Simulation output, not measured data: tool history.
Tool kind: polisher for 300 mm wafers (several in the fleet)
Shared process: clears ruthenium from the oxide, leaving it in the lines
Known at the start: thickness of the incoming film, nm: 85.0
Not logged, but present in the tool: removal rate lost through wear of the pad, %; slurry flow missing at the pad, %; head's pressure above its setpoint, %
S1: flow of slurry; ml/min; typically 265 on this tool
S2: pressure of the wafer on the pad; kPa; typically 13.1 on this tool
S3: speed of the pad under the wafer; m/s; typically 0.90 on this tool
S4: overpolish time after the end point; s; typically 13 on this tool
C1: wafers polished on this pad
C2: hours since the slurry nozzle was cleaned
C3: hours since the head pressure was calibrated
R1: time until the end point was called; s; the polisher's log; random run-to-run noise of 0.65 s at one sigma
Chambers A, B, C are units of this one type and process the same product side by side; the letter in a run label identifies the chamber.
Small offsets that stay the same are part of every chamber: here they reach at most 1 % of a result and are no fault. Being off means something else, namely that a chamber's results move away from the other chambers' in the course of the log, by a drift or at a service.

| run | hour | S1 | S2 | S3 | S4 | C1 | C2 | C3 | R1 |
|---|---|---|---|---|---|---|---|---|---|
|  | 3.8 | chamber C: worn pad replaced by a new one |
| 1B | 7.8 | 265 | 13.1 | 0.90 | 13 | 314 | 61.3 | 523.6 | 77.766 |
| 2A | 15.5 | 265 | 13.1 | 0.90 | 13 | 346 | 640.5 | 25.4 | 77.246 |
| 3C | 23.3 | 265 | 13.1 | 0.90 | 13 | 168 | 222.1 | 1420.6 | 77.795 |
| 4A | 34.7 | 265 | 13.1 | 0.90 | 13 | 512 | 659.7 | 44.6 | 76.220 |
|  | 42.4 | chamber A: slurry nozzle cleaned |
| 5C | 47.8 | 265 | 15.9 | 1.10 | 13 | 380 | 246.6 | 1445.1 | 52.081 |
| 6B | 59.4 | 265 | 15.9 | 1.10 | 13 | 760 | 112.9 | 575.2 | 51.266 |
|  | 65.0 | chamber B: worn pad replaced by a new one |
| 7C | 71.7 | 265 | 15.9 | 1.10 | 13 | 586 | 270.5 | 1469.0 | 52.204 |
| 8A | 78.3 | 265 | 13.1 | 0.90 | 13 | 888 | 35.9 | 88.2 | 77.636 |
| 9B | 87.6 | 265 | 13.1 | 0.90 | 13 | 195 | 141.1 | 603.4 | 76.845 |
| 10C | 94.6 | 265 | 13.1 | 0.90 | 13 | 784 | 293.4 | 1491.9 | 77.425 |
| 11B | 101.1 | 265 | 13.1 | 0.90 | 13 | 311 | 154.6 | 616.9 | 77.567 |
| 12A | 112.3 | 265 | 13.1 | 0.90 | 13 | 1182 | 69.9 | 122.2 | 76.355 |
|  | 126.2 | chamber C: worn pad replaced by a new one |
| 13B | 126.3 | 265 | 13.1 | 0.90 | 13 | 529 | 179.8 | 642.1 | 76.714 |
| 14C | 136.7 | 265 | 13.1 | 0.74 | 6 | 90 | 335.5 | 1534.0 | 95.158 |
|  | 138.4 | chamber B: head pressure recalibrated |
|  | 146.0 | chamber C: slurry nozzle cleaned |
| 15A | 147.5 | 265 | 13.1 | 0.74 | 6 | 1486 | 105.1 | 157.4 | 94.887 |
|  | 156.2 | chamber B: slurry nozzle cleaned |
| 16B | 159.4 | 265 | 13.1 | 0.74 | 6 | 815 | 3.3 | 21.1 | 94.816 |
|  | 169.2 | chamber B: worn pad replaced by a new one |
| 17A | 172.8 | 265 | 13.1 | 0.90 | 13 | 1704 | 130.4 | 182.7 | 78.396 |
| 18C | 186.0 | 265 | 13.1 | 0.90 | 13 | 516 | 40.0 | 1583.3 | 76.855 |
| 19C | 196.6 | 265 | 13.1 | 0.90 | 13 | 608 | 50.6 | 1593.9 | 78.357 |
|  | 197.4 | chamber C: head pressure recalibrated |
| 20B | 204.7 | 265 | 13.1 | 0.90 | 13 | 306 | 48.6 | 66.4 | 78.337 |
| 21A | 218.5 | 265 | 13.1 | 0.80 | 13 | 2099 | 176.1 | 228.4 | 89.375 |
| 22C | 224.8 | 265 | 13.1 | 0.80 | 13 | 851 | 78.8 | 27.4 | 87.001 |
| 23B | 234.3 | 265 | 13.1 | 0.80 | 13 | 562 | 78.2 | 96.0 | 86.224 |
| 24A | 245.3 | 265 | 13.1 | 0.90 | 13 | 2330 | 202.9 | 255.2 | 81.663 |
| 25C | 253.3 | 265 | 13.1 | 0.90 | 13 | 1097 | 107.3 | 55.9 | 76.755 |
| 26B | 264.8 | 265 | 13.1 | 0.90 | 13 | 825 | 108.7 | 126.5 | 77.805 |
|  | 268.0 | chamber C: worn pad replaced by a new one |
|  | 272.7 | chamber B: worn pad replaced by a new one |
| 27A | 278.7 | 265 | 9.7 | 0.90 | 16 | 2618 | 236.3 | 288.6 | 111.350 |
| 28A | 286.0 | 265 | 9.7 | 0.90 | 16 | 2681 | 243.6 | 295.9 | 111.590 |
| 29B | 293.7 | 265 | 9.7 | 0.90 | 16 | 181 | 137.6 | 155.4 | 106.290 |
| 30C | 305.0 | 350 | 13.1 | 0.90 | 13 | 320 | 159.0 | 107.6 | 75.514 |
| 31A | 312.0 | 350 | 13.1 | 0.90 | 13 | 2906 | 269.6 | 321.9 | 81.222 |
| 32C | 319.9 | 350 | 13.1 | 0.90 | 13 | 448 | 173.9 | 122.5 | 75.679 |
| 33B | 330.3 | 265 | 13.1 | 0.90 | 13 | 497 | 174.2 | 192.0 | 77.392 |
| 34A | 341.7 | 265 | 13.1 | 0.90 | 13 | 3162 | 299.3 | 351.6 | 85.647 |
| 35B | 348.7 | 265 | 13.1 | 0.90 | 13 | 656 | 192.6 | 210.4 | 77.661 |
| 36C | 358.0 | 265 | 13.1 | 0.90 | 13 | 777 | 212.0 | 160.6 | 78.052 |

Next, every chamber runs the same settings. What will each give?
| 37A | 368.2 | 265 | 13.1 | 0.90 | 13 |  |  |  | ? |
| 37B | 368.2 | 265 | 13.1 | 0.90 | 13 |  |  |  | ? |
| 37C | 368.2 | 265 | 13.1 | 0.90 | 13 |  |  |  | ? |

| run | R1 |
|---|---|
| 37A | 84.705 |
| 37B | 76.758 |
| 37C | 76.873 |
